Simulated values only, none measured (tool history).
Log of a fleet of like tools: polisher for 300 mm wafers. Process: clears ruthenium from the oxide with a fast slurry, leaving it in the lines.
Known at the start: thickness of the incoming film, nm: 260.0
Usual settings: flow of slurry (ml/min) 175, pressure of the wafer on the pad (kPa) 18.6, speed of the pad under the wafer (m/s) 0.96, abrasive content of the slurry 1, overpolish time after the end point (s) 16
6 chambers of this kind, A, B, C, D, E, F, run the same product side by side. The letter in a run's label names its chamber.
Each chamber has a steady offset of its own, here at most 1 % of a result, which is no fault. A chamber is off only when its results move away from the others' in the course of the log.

run,day,flow of slurry (ml/min),pressure of the wafer on the pad (kPa),speed of the pad under the wafer (m/s),abrasive content of the slurry,overpolish time after the end point (s),time until the end point was called (s),dishing of a wide line in a test structure (Å)
1C,0.333,175,18.6,0.96,1,16,83.079,376.66
# day 0.538: chamber A: worn pad replaced by a new one
2B,0.55,175,18.6,0.96,1,16,82.22,379.33
# day 0.746: chamber C: worn pad replaced by a new one
# day 0.938: chamber B: slurry nozzle cleaned
3D,0.992,175,18.6,0.96,1,16,83.904,388.37
# day 1.3: chamber D: worn pad replaced by a new one
4A,1.412,175,18.6,0.96,1,16,84.065,390.34
# day 1.621: chamber B: worn pad replaced by a new one
# day 1.633: chamber B: head pressure recalibrated
5F,1.867,175,18.6,0.96,1,16,82.07,384.91
# day 1.942: chamber A: slurry blender recalibrated
# day 2.033: chamber A: slurry nozzle cleaned
6E,2.1,175,18.6,0.96,1,16,84.037,383.47
# day 2.262: chamber E: worn pad replaced by a new one
7F,2.504,175,18.6,0.96,1,16,85.263,373.58
8A,2.742,175,18.6,0.96,1,16,84.53,388.45
9C,3.054,155,15.2,0.96,1,16,106.41,320.82
# day 3.304: chamber A: worn pad replaced by a new one
# day 3.354: chamber C: slurry blender recalibrated
10B,3.488,155,15.2,0.96,1,16,103.74,334.91
# day 3.754: chamber C: worn pad replaced by a new one
11D,3.838,155,15.2,0.96,1,16,104.96,319.77
12E,4.071,155,15.2,0.96,1,16,106.53,308.49
# day 4.142: chamber D: worn pad replaced by a new one
13F,4.325,155,15.2,0.96,1,16,107.53,300.97
# day 4.504: chamber B: worn pad replaced by a new one
14A,4.562,155,15.2,0.96,1,16,104.95,332.28
15D,4.804,175,18.6,0.96,1,16,83.297,385.21
16C,5.262,175,18.6,0.96,1,16,83.437,394.18
# day 5.412: chamber D: slurry blender recalibrated
17B,5.679,175,18.6,0.96,1,16,84.589,382.6
18E,6.112,175,18.6,0.96,1,16,83.257,382.52
# day 6.467: chamber A: worn pad replaced by a new one
19F,6.488,175,18.6,0.96,1,16,86.615,372.52
# day 6.554: chamber D: worn pad replaced by a new one
# day 6.612: chamber A: slurry blender recalibrated
# day 6.671: chamber C: worn pad replaced by a new one
20D,6.85,175,18.6,0.96,1,16,84.865,393.57
# day 6.888: chamber E: slurry nozzle cleaned
# day 6.896: chamber B: worn pad replaced by a new one
# day 6.929: chamber C: head pressure recalibrated
21B,7.088,230,18.6,0.96,1,16,78.909,398.51
22E,7.321,230,18.6,0.96,1,16,81.234,410.88
23C,7.683,230,18.6,0.96,1,16,84.074,388.24
# day 7.746: chamber E: worn pad replaced by a new one
24A,7.983,230,18.6,0.96,1,16,80.178,403.98
25D,8.458,230,18.6,0.96,1,16,83.769,407.81
26C,8.688,230,18.6,0.96,1,16,81.783,405.89
# day 8.842: chamber D: slurry nozzle cleaned
# day 9.121: chamber A: worn pad replaced by a new one
# day 9.133: chamber E: slurry blender recalibrated
27F,9.188,175,18.6,0.96,1,16,89.292,368.57
# day 9.417: chamber C: worn pad replaced by a new one
# day 9.446: chamber D: worn pad replaced by a new one
28A,9.542,175,18.6,0.96,1,16,83.823,397.31
# day 9.738: chamber B: worn pad replaced by a new one
29E,9.808,200,18.6,0.96,1,16,81.254,399.63
30B,10.117,200,18.6,0.96,1,16,80.943,390.63
# day 10.267: chamber B: slurry nozzle cleaned
31E,10.404,200,18.6,0.96,1,16,82.309,384.81
# day 10.408: chamber C: slurry blender recalibrated
32A,10.708,200,18.6,0.96,1,16,83.307,393.62
33D,11.142,200,18.6,0.96,1,16,84.27,390.2
34B,11.454,200,18.6,0.96,1,16,81.451,387.11
35F,11.883,175,18.6,0.96,1,16,90.528,355.48
36C,12.242,175,18.6,0.96,1,16,82.407,384.06
# day 12.333: chamber B: worn pad replaced by a new one
# day 12.417: chamber C: worn pad replaced by a new one
37B,12.7,175,15.9,0.96,1,16,99.592,338.25
38C,13.158,175,15.9,0.96,1,16,98.706,320.74

All 6 chambers run these settings next. Forecast each chamber's results:
39A,13.517,175,18.6,0.96,1,21,?,?
39B,13.517,175,18.6,0.96,1,21,?,?
39C,13.517,175,18.6,0.96,1,21,?,?
39D,13.517,175,18.6,0.96,1,21,?,?
39E,13.517,175,18.6,0.96,1,21,?,?
39F,13.517,175,18.6,0.96,1,21,?,?

run,time until the end point was called (s),dishing of a wide line in a test structure (Å)
39A,85.641,484.56
39B,82.895,505.89
39C,85.641,484.21
39D,81.745,483.01
39E,82.403,494.15
39F,94.735,463.03

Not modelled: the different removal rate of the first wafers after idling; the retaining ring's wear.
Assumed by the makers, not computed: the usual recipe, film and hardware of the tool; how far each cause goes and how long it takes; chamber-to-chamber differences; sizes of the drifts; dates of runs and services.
